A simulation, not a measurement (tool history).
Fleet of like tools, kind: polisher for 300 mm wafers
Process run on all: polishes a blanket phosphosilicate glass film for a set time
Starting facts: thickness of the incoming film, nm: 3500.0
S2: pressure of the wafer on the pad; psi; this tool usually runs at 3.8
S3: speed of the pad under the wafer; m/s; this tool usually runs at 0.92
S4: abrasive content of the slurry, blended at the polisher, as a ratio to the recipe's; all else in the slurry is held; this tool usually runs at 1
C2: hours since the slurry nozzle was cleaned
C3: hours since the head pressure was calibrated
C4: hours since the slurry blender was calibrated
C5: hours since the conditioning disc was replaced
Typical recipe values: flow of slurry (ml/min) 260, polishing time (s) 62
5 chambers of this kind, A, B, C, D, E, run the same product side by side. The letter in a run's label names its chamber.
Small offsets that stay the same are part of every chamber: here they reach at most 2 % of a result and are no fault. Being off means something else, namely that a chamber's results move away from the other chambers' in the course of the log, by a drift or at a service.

run 1E hour=8.2 | flow_of_slurry_(ml/min)=260 S2=3.8 S3=0.92 S4=1 polishing_time_(s)=62 | wafers_polished_on_this_pad=425 C2=44.1 C3=1184.7 C4=83.7 C5=129 | film_removed_(Å)=6353.4
-- hour=14 chamber C: slurry blender recalibrated
-- hour=18.4 chamber C: worn pad replaced by a new one
run 2B hour=19.8 | flow_of_slurry_(ml/min)=260 S2=3.8 S3=0.92 S4=1 polishing_time_(s)=62 | wafers_polished_on_this_pad=411 C2=379.5 C3=657.6 C4=114.3 C5=394.2 | film_removed_(Å)=5993.3
-- hour=29 chamber E: head pressure recalibrated
run 3A hour=31 | flow_of_slurry_(ml/min)=260 S2=3.8 S3=0.92 S4=1 polishing_time_(s)=62 | wafers_polished_on_this_pad=793 C2=97.6 C3=751.9 C4=205.4 C5=49.8 | film_removed_(Å)=6134.3
-- hour=42.2 chamber A: worn pad replaced by a new one
run 4C hour=43 | flow_of_slurry_(ml/min)=260 S2=3.8 S3=0.92 S4=1 polishing_time_(s)=62 | wafers_polished_on_this_pad=137 C2=108.3 C3=254.4 C4=29 C5=331.9 | film_removed_(Å)=6340.3
-- hour=49.5 chamber B: conditioning disc replaced and pad reconditioned
-- hour=53.7 chamber E: worn pad replaced by a new one
run 5D hour=54.8 | flow_of_slurry_(ml/min)=260 S2=3.8 S3=0.92 S4=1 polishing_time_(s)=62 | wafers_polished_on_this_pad=599 C2=132.1 C3=183.9 C4=208 C5=430.7 | film_removed_(Å)=6259.7
-- hour=65.5 chamber D: conditioning disc replaced and pad reconditioned
-- hour=66.6 chamber B: worn pad replaced by a new one
run 6E hour=69 | flow_of_slurry_(ml/min)=260 S2=3.8 S3=0.92 S4=1 polishing_time_(s)=62 | wafers_polished_on_this_pad=85 C2=104.9 C3=40.1 C4=144.5 C5=189.8 | film_removed_(Å)=6366.9
-- hour=77.6 chamber D: worn pad replaced by a new one
run 7B hour=83.9 | flow_of_slurry_(ml/min)=260 S2=3.8 S3=0.92 S4=1 polishing_time_(s)=62 | wafers_polished_on_this_pad=96 C2=443.6 C3=721.7 C4=178.4 C5=34.5 | film_removed_(Å)=6125.9
-- hour=85.9 chamber A: conditioning disc replaced and pad reconditioned
run 8C hour=97.4 | flow_of_slurry_(ml/min)=260 S2=3.8 S3=0.92 S4=1 polishing_time_(s)=62 | wafers_polished_on_this_pad=440 C2=162.7 C3=308.8 C4=83.4 C5=386.3 | film_removed_(Å)=6310.6
run 9D hour=104.8 | flow_of_slurry_(ml/min)=260 S2=3.8 S3=0.92 S4=1 polishing_time_(s)=62 | wafers_polished_on_this_pad=152 C2=182.1 C3=233.9 C4=258 C5=39.4 | film_removed_(Å)=6303.1
-- hour=106.8 chamber E: conditioning disc replaced and pad reconditioned
run 10A hour=115.1 | flow_of_slurry_(ml/min)=260 S2=3.8 S3=1.02 S4=1 polishing_time_(s)=62 | wafers_polished_on_this_pad=406 C2=181.7 C3=836 C4=289.5 C5=29.2 | film_removed_(Å)=6718.6
run 11A hour=124.2 | flow_of_slurry_(ml/min)=260 S2=3.8 S3=1.02 S4=1 polishing_time_(s)=62 | wafers_polished_on_this_pad=457 C2=190.8 C3=845.1 C4=298.6 C5=38.3 | film_removed_(Å)=6695.4
-- hour=136.3 chamber C: worn pad replaced by a new one
run 12D hour=139.4 | flow_of_slurry_(ml/min)=260 S2=3.8 S3=1.02 S4=1 polishing_time_(s)=62 | wafers_polished_on_this_pad=344 C2=216.7 C3=268.5 C4=292.6 C5=74 | film_removed_(Å)=6863.5
-- hour=148.6 chamber B: head pressure recalibrated
-- hour=149.8 chamber B: slurry nozzle cleaned
run 13E hour=150 | flow_of_slurry_(ml/min)=260 S2=3.8 S3=1.02 S4=1 polishing_time_(s)=62 | wafers_polished_on_this_pad=536 C2=185.9 C3=121.1 C4=225.5 C5=43.2 | film_removed_(Å)=6714.9
-- hour=161.3 chamber A: slurry blender recalibrated
run 14C hour=163.3 | flow_of_slurry_(ml/min)=260 S2=3.8 S3=1.02 S4=1 polishing_time_(s)=62 | wafers_polished_on_this_pad=150 C2=228.6 C3=374.7 C4=149.3 C5=452.2 | film_removed_(Å)=6827.3
-- hour=170.2 chamber C: slurry nozzle cleaned
run 15B hour=174.4 | flow_of_slurry_(ml/min)=260 S2=3.8 S3=0.92 S4=1 polishing_time_(s)=62 | wafers_polished_on_this_pad=600 C2=24.6 C3=25.8 C4=268.9 C5=125 | film_removed_(Å)=6127.5
-- hour=179.8 chamber A: worn pad replaced by a new one
run 16A hour=182.4 | flow_of_slurry_(ml/min)=260 S2=3.8 S3=0.92 S4=1 polishing_time_(s)=62 | wafers_polished_on_this_pad=14 C2=249 C3=903.3 C4=21.1 C5=96.5 | film_removed_(Å)=6306.7
-- hour=189.3 chamber E: slurry nozzle cleaned
-- hour=194.7 chamber B: worn pad replaced by a new one
-- hour=196.2 chamber A: head pressure recalibrated
run 17B hour=196.8 | flow_of_slurry_(ml/min)=260 S2=3.8 S3=0.92 S4=1 polishing_time_(s)=62 | wafers_polished_on_this_pad=12 C2=47 C3=48.2 C4=291.3 C5=147.4 | film_removed_(Å)=6004.2
-- hour=197.7 chamber E: worn pad replaced by a new one
-- hour=200.5 chamber A: conditioning disc replaced and pad reconditioned
run 18D hour=207.5 | flow_of_slurry_(ml/min)=260 S2=3.8 S3=0.92 S4=1 polishing_time_(s)=62 | wafers_polished_on_this_pad=724 C2=284.8 C3=336.6 C4=360.7 C5=142.1 | film_removed_(Å)=6289.6
-- hour=212.9 chamber D: worn pad replaced by a new one
-- hour=215.6 chamber D: slurry nozzle cleaned
run 19E hour=222.5 | flow_of_slurry_(ml/min)=260 S2=3.8 S3=0.92 S4=1 polishing_time_(s)=62 | wafers_polished_on_this_pad=138 C2=33.3 C3=193.6 C4=298 C5=115.7 | film_removed_(Å)=5848.3
run 20C hour=235.8 | flow_of_slurry_(ml/min)=305 S2=3.8 S3=0.92 S4=0.85 polishing_time_(s)=62 | wafers_polished_on_this_pad=554 C2=65.7 C3=447.2 C4=221.8 C5=524.7 | film_removed_(Å)=6023.5
-- hour=244.3 chamber C: worn pad replaced by a new one
run 21C hour=250.3 | flow_of_slurry_(ml/min)=305 S2=3.8 S3=0.92 S4=0.85 polishing_time_(s)=62 | wafers_polished_on_this_pad=33 C2=80.2 C3=461.7 C4=236.3 C5=539.2 | film_removed_(Å)=6037.4
run 22D hour=258.6 | flow_of_slurry_(ml/min)=305 S2=3.8 S3=0.92 S4=0.85 polishing_time_(s)=62 | wafers_polished_on_this_pad=254 C2=43 C3=387.7 C4=411.8 C5=193.2 | film_removed_(Å)=6008.4
-- hour=262.2 chamber A: slurry nozzle cleaned
-- hour=266.4 chamber D: slurry blender recalibrated
run 23A hour=272.7 | flow_of_slurry_(ml/min)=305 S2=3.8 S3=0.92 S4=0.85 polishing_time_(s)=62 | wafers_polished_on_this_pad=517 C2=10.6 C3=76.6 C4=111.4 C5=72.2 | film_removed_(Å)=5712.6
-- hour=279.8 chamber C: conditioning disc replaced and pad reconditioned
run 24B hour=285.4 | flow_of_slurry_(ml/min)=305 S2=3.8 S3=0.92 S4=0.85 polishing_time_(s)=62 | wafers_polished_on_this_pad=505 C2=135.6 C3=136.8 C4=379.9 C5=236 | film_removed_(Å)=5745.6
run 25E hour=295.3 | flow_of_slurry_(ml/min)=260 S2=3.8 S3=0.7 S4=1 polishing_time_(s)=74 | wafers_polished_on_this_pad=544 C2=106.1 C3=266.4 C4=370.8 C5=188.5 | film_removed_(Å)=5307.4
-- hour=297.1 chamber B: slurry blender recalibrated
run 26C hour=308.7 | flow_of_slurry_(ml/min)=260 S2=3.8 S3=0.7 S4=1 polishing_time_(s)=74 | wafers_polished_on_this_pad=359 C2=138.6 C3=520.1 C4=294.7 C5=29 | film_removed_(Å)=6077.1
-- hour=313.1 chamber A: conditioning disc replaced and pad reconditioned
run 27B hour=316.5 | flow_of_slurry_(ml/min)=260 S2=3.8 S3=0.7 S4=1 polishing_time_(s)=74 | wafers_polished_on_this_pad=679 C2=166.7 C3=167.9 C4=19.4 C5=267.1 | film_removed_(Å)=5826.9
-- hour=317 chamber E: worn pad replaced by a new one
-- hour=320.7 chamber B: worn pad replaced by a new one
-- hour=322.5 chamber E: conditioning disc replaced and pad reconditioned
run 28D hour=328.3 | flow_of_slurry_(ml/min)=260 S2=3.8 S3=0.7 S4=1 polishing_time_(s)=74 | wafers_polished_on_this_pad=643 C2=112.7 C3=457.4 C4=61.9 C5=262.9 | film_removed_(Å)=5969.8
-- hour=333.2 chamber D: worn pad replaced by a new one
-- hour=337.6 chamber A: worn pad replaced by a new one
run 29E hour=342.2 | flow_of_slurry_(ml/min)=260 S2=3.8 S3=0.7 S4=1 polishing_time_(s)=74 | wafers_polished_on_this_pad=140 C2=153 C3=313.3 C4=417.7 C5=19.8 | film_removed_(Å)=5326.6
-- hour=350.8 chamber C: worn pad replaced by a new one
run 30A hour=356.3 | flow_of_slurry_(ml/min)=260 S2=3.8 S3=0.92 S4=1 polishing_time_(s)=62 | wafers_polished_on_this_pad=104 C2=94.2 C3=160.2 C4=195 C5=43.2 | film_removed_(Å)=6170.7
-- hour=360.2 chamber D: head pressure recalibrated
run 31E hour=366.1 | flow_of_slurry_(ml/min)=260 S2=3.8 S3=0.92 S4=1 polishing_time_(s)=62 | wafers_polished_on_this_pad=273 C2=176.9 C3=337.2 C4=441.6 C5=43.7 | film_removed_(Å)=5463.6
run 32B hour=374.6 | flow_of_slurry_(ml/min)=260 S2=3.8 S3=0.92 S4=1 polishing_time_(s)=62 | wafers_polished_on_this_pad=300 C2=224.8 C3=226 C4=77.5 C5=325.2 | film_removed_(Å)=6126.8
run 33A hour=382 | flow_of_slurry_(ml/min)=260 S2=3.8 S3=0.92 S4=1 polishing_time_(s)=62 | wafers_polished_on_this_pad=247 C2=119.9 C3=185.9 C4=220.7 C5=68.9 | film_removed_(Å)=6164.5
run 34C hour=391 | flow_of_slurry_(ml/min)=260 S2=3.8 S3=0.92 S4=1 polishing_time_(s)=62 | wafers_polished_on_this_pad=224 C2=220.9 C3=602.4 C4=377 C5=111.3 | film_removed_(Å)=6328.9
run 35D hour=400.2 | flow_of_slurry_(ml/min)=260 S2=3.8 S3=0.92 S4=1 polishing_time_(s)=62 | wafers_polished_on_this_pad=373 C2=184.6 C3=40.1 C4=133.8 C5=334.8 | film_removed_(Å)=6194.1
run 36D hour=409.4 | flow_of_slurry_(ml/min)=260 S2=3.8 S3=0.92 S4=1 polishing_time_(s)=62 | wafers_polished_on_this_pad=424 C2=193.8 C3=49.3 C4=143 C5=344 | film_removed_(Å)=6270.1
-- hour=417.7 chamber A: conditioning disc replaced and pad reconditioned
run 37A hour=417.7 | flow_of_slurry_(ml/min)=260 S2=3.8 S3=0.92 S4=1 polishing_time_(s)=62 | wafers_polished_on_this_pad=446 C2=155.6 C3=221.6 C4=256.4 C5=0.1 | film_removed_(Å)=6264.9
run 38C hour=424.8 | flow_of_slurry_(ml/min)=260 S2=3.8 S3=0.7 S4=1 polishing_time_(s)=62 | wafers_polished_on_this_pad=412 C2=254.7 C3=636.2 C4=410.8 C5=145.1 | film_removed_(Å)=5189.8

Has any chamber moved away from the others, gradually or after a service, or does the common gauge drift, or do the chambers differ only by their own small steady offsets? State the chamber and the most likely cause if one applies.

Little by little, chamber E moves away from the other chambers.
Most likely cause: abrasive missing from the slurry, % = 33.

Below are 4 candidate recipes for chamber E's next run, each the usual settings with a change, their results shown as question marks. Which of them brings E's results back in line with what the other chambers give on the usual settings?
Maximum distance from the other chambers' mean on the usual settings for a result to count as in line: film removed (Å) 310
run 39E-1 hour=436 | flow_of_slurry_(ml/min)=260 S2=4.6 S3=0.92 S4=1 polishing_time_(s)=62 | film_removed_(Å)=?
run 39E-2 hour=436 | flow_of_slurry_(ml/min)=270 S2=3.8 S3=0.92 S4=1 polishing_time_(s)=91 | film_removed_(Å)=?
run 39E-3 hour=436 | flow_of_slurry_(ml/min)=260 S2=3.6 S3=0.88 S4=0.95 polishing_time_(s)=58 | film_removed_(Å)=?
run 39E-4 hour=436 | flow_of_slurry_(ml/min)=260 S2=3 S3=0.76 S4=1 polishing_time_(s)=62 | film_removed_(Å)=?

Other chambers, usual settings, mean: film removed (Å) 6223
run=39E-1 film_removed_(Å)=6200.4
run=39E-2 film_removed_(Å)=7533.7
run=39E-3 film_removed_(Å)=4249.2
run=39E-4 film_removed_(Å)=3461.6
39E-1 brings the chamber back in line.
